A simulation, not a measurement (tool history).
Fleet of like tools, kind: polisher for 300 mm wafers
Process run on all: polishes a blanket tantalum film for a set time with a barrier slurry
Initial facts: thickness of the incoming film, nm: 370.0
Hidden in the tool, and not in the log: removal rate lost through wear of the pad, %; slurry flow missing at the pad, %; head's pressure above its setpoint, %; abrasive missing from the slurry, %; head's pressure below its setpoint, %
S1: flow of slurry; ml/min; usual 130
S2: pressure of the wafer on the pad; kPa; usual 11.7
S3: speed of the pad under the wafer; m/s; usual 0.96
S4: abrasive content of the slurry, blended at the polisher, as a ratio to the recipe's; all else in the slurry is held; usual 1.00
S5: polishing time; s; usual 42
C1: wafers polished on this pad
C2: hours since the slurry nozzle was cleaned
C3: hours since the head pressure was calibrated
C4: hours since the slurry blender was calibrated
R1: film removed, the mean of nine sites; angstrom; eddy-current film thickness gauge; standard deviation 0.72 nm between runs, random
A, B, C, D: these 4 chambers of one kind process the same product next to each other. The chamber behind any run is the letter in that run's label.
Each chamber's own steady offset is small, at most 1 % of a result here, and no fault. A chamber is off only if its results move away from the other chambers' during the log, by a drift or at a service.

Run 1B, day 0.329: usual settings; C1 1161; C2 167.7; C3 448.2; C4 150.1. Result: R1 658.38 angstrom.
At day 0.508: chamber B: worn pad replaced by a new one.
At day 0.733: chamber C: worn pad replaced by a new one.
Run 2C, day 0.738: usual settings; C1 1; C2 700.5; C3 636.8; C4 78.7. Result: R1 641.14 angstrom.
Run 3D, day 0.950: usual settings; C1 639; C2 161.5; C3 307.1; C4 317.3. Result: R1 647.80 angstrom.
At day 1.346: chamber D: worn pad replaced by a new one.
Run 4A, day 1.346: usual settings; C1 738; C2 569.9; C3 414.1; C4 409.0. Result: R1 647.27 angstrom.
Run 5C, day 1.633: usual settings; C1 258; C2 722.0; C3 658.3; C4 100.2. Result: R1 643.82 angstrom.
At day 1.675: chamber D: head pressure recalibrated.
Run 6D, day 1.892: usual settings; C1 156; C2 184.1; C3 5.2; C4 339.9. Result: R1 665.00 angstrom.
At day 2.092: chamber A: head pressure recalibrated.
Run 7A, day 2.250: usual settings; C1 997; C2 591.6; C3 3.8; C4 430.7. Result: R1 646.81 angstrom.
At day 2.388: chamber D: slurry blender recalibrated.
At day 2.450: chamber A: slurry blender recalibrated.
Run 8B, day 2.504: usual settings; C1 572; C2 219.9; C3 500.4; C4 202.3. Result: R1 657.47 angstrom.
At day 2.567: chamber A: slurry nozzle cleaned.
Run 9C, day 2.904: usual settings; C1 622; C2 752.5; C3 688.8; C4 130.7. Result: R1 633.17 angstrom.
Run 10D, day 3.254: usual settings; C1 547; C2 216.8; C3 37.9; C4 20.9. Result: R1 670.51 angstrom.
At day 3.342: chamber A: worn pad replaced by a new one.
Run 11B, day 3.600: usual settings but S1 165 ml/min, S3 1.24 m/s; C1 887; C2 246.2; C3 526.7; C4 228.6. Result: R1 883.82 angstrom.
At day 3.921: chamber B: worn pad replaced by a new one.
Run 12A, day 3.988: usual settings but S1 165 ml/min, S3 1.24 m/s; C1 185; C2 34.1; C3 45.5; C4 36.9. Result: R1 906.67 angstrom.
Run 13B, day 4.379: usual settings but S1 165 ml/min, S3 1.24 m/s; C1 131; C2 264.9; C3 545.4; C4 247.3. Result: R1 902.03 angstrom.
At day 4.504: chamber D: worn pad replaced by a new one.
At day 4.650: chamber C: worn pad replaced by a new one.
Run 14D, day 4.783: usual settings but S1 165 ml/min, S3 1.24 m/s; C1 81; C2 253.5; C3 74.6; C4 57.6. Result: R1 874.65 angstrom.
At day 5.154: chamber D: slurry nozzle cleaned.
Run 15C, day 5.183: usual settings; C1 152; C2 807.2; C3 743.5; C4 185.4. Result: R1 630.93 angstrom.
Run 16A, day 5.500: usual settings; C1 618; C2 70.4; C3 81.8; C4 73.2. Result: R1 664.06 angstrom.
Run 17D, day 5.733: usual settings; C1 353; C2 13.9; C3 97.4; C4 80.4. Result: R1 660.00 angstrom.
Run 18C, day 6.008: usual settings; C1 389; C2 827.0; C3 763.3; C4 205.2. Result: R1 619.10 angstrom.
Run 19B, day 6.321: usual settings; C1 688; C2 311.5; C3 592.0; C4 293.9. Result: R1 655.24 angstrom.
At day 6.338: chamber C: slurry nozzle cleaned.
At day 6.396: chamber C: head pressure recalibrated.
Run 20A, day 6.679: usual settings; C1 957; C2 98.7; C3 110.1; C4 101.5. Result: R1 655.07 angstrom.
Run 21B, day 6.988: usual settings; C1 879; C2 327.5; C3 608.0; C4 309.9. Result: R1 661.43 angstrom.
Run 22C, day 7.254: usual settings; C1 746; C2 22.0; C3 20.6; C4 235.1. Result: R1 616.42 angstrom.
At day 7.412: chamber D: worn pad replaced by a new one.
At day 7.596: chamber B: worn pad replaced by a new one.
Run 23D, day 7.646: usual settings; C1 67; C2 59.8; C3 143.3; C4 126.3. Result: R1 645.53 angstrom.
Run 24A, day 7.908: usual settings but S3 1.06 m/s; C1 1309; C2 128.2; C3 139.6; C4 131.0. Result: R1 736.19 angstrom.
At day 8.192: chamber A: worn pad replaced by a new one.
Run 25D, day 8.296: usual settings but S3 1.06 m/s; C1 254; C2 75.4; C3 158.9; C4 141.9. Result: R1 744.07 angstrom.
At day 8.358: chamber C: worn pad replaced by a new one.
Run 26C, day 8.658: usual settings but S3 1.06 m/s; C1 86; C2 55.7; C3 54.3; C4 268.8. Result: R1 665.50 angstrom.
Run 27B, day 8.883: usual settings but S3 1.06 m/s; C1 369; C2 373.0; C3 653.5; C4 355.4. Result: R1 726.55 angstrom.
Run 28A, day 9.146: usual settings; C1 274; C2 157.9; C3 169.3; C4 160.7. Result: R1 662.95 angstrom.
At day 9.254: chamber B: head pressure recalibrated.
Run 29D, day 9.575: usual settings; C1 620; C2 106.1; C3 189.6; C4 172.6. Result: R1 651.19 angstrom.
Run 30B, day 9.921: usual settings; C1 667; C2 397.9; C3 16.0; C4 380.3. Result: R1 660.35 angstrom.
At day 10.200: chamber D: worn pad replaced by a new one.
Run 31C, day 10.358: usual settings but S4 0.85, S5 48 s; C1 574; C2 96.5; C3 95.1; C4 309.6. Result: R1 645.32 angstrom.
At day 10.467: chamber B: slurry blender recalibrated.
Run 32A, day 10.742: usual settings but S4 0.85, S5 48 s; C1 732; C2 196.2; C3 207.6; C4 199.0. Result: R1 725.46 angstrom.
Run 33B, day 10.954: usual settings but S4 0.85, S5 48 s; C1 963; C2 422.7; C3 40.8; C4 11.8. Result: R1 725.18 angstrom.
Run 34A, day 11.267: usual settings but S4 0.85, S5 48 s; C1 882; C2 208.8; C3 220.2; C4 211.6. Result: R1 724.56 angstrom.
Run 35D, day 11.504: usual settings; C1 374; C2 152.4; C3 235.9; C4 218.9. Result: R1 644.50 angstrom.
Run 36C, day 11.746: usual settings but S4 0.75, S5 37 s; C1 972; C2 129.8; C3 128.4; C4 342.9. Result: R1 447.10 angstrom.
At day 11.858: chamber B: worn pad replaced by a new one.
Run 37C, day 12.033: usual settings but S4 0.75, S5 37 s; C1 1054; C2 136.7; C3 135.3; C4 349.8. Result: R1 451.25 angstrom.
Run 38B, day 12.433: usual settings but S4 0.75, S5 37 s; C1 165; C2 458.2; C3 76.3; C4 47.3. Result: R1 530.61 angstrom.

All 4 chambers run these settings next. Forecast each chamber's results:
Run 39A, day 12.758: usual settings. Result: R1 ?.
Run 39B, day 12.758: usual settings. Result: R1 ?.
Run 39C, day 12.758: usual settings. Result: R1 ?.
Run 39D, day 12.758: usual settings. Result: R1 ?.

run      R1
39A  654.95
39B  671.87
39C  577.99
39D  658.22
